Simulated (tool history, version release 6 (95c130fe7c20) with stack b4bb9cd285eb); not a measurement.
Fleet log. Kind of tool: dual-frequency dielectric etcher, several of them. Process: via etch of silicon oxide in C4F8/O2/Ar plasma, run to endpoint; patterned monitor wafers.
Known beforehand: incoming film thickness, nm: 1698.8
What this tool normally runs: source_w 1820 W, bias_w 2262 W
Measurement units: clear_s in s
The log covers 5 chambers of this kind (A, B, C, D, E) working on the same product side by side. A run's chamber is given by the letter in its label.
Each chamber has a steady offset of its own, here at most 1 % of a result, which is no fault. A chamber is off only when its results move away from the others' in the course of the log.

run	day	source_w	bias_w	clear_s
# day 0.188: chamber B: wet clean of the chamber
1A	0.312	1820	2262	332.55
2B	0.796	1820	2262	336.16
3D	1.062	1820	2262	339.42
4C	1.512	1820	2262	333.26
5E	2.025	1820	2262	337.70
6B	2.521	1380	2262	378.77
7A	2.871	1380	2262	370.91
8E	3.317	1380	2262	374.82
9D	3.625	1380	2262	377.64
10C	4.075	1380	2262	370.97
# day 4.150: chamber E: wet clean of the chamber
# day 4.171: chamber E: bias power generator calibrated
11D	4.321	1820	2262	337.55
12A	4.696	1820	2262	333.46
# day 4.979: chamber A: wet clean of the chamber
13E	5.154	1820	2262	336.91
14B	5.429	1820	2262	333.77
15C	5.904	1820	2262	331.54
16D	6.267	1820	2262	334.33
17C	6.654	1820	2262	330.21
18E	7.017	1820	2262	336.16
# day 7.329: chamber E: source power generator calibrated
19B	7.546	1820	2262	336.50
20A	7.979	1820	2262	333.40
21D	8.329	1820	2262	329.56
22B	8.638	1820	2739	315.78
23E	8.871	1820	2739	318.98
24C	9.158	1820	2739	312.84
25A	9.471	1820	2739	315.75
26D	9.708	1820	2739	307.48
27B	10.071	1820	2262	336.23
28C	10.308	1820	2262	332.63
29A	10.608	1970	2262	323.83
30E	10.988	1970	2262	330.25
31A	11.521	1970	2262	321.41
32D	11.979	1970	2262	312.07

Predict what each chamber gives when all 5 of them run the settings below next.
33A	12.371	1820	2262	?
33B	12.371	1820	2262	?
33C	12.371	1820	2262	?
33D	12.371	1820	2262	?
33E	12.371	1820	2262	?

run	clear_s
33A	333.93
33B	339.72
33C	332.65
33D	321.69
33E	336.42

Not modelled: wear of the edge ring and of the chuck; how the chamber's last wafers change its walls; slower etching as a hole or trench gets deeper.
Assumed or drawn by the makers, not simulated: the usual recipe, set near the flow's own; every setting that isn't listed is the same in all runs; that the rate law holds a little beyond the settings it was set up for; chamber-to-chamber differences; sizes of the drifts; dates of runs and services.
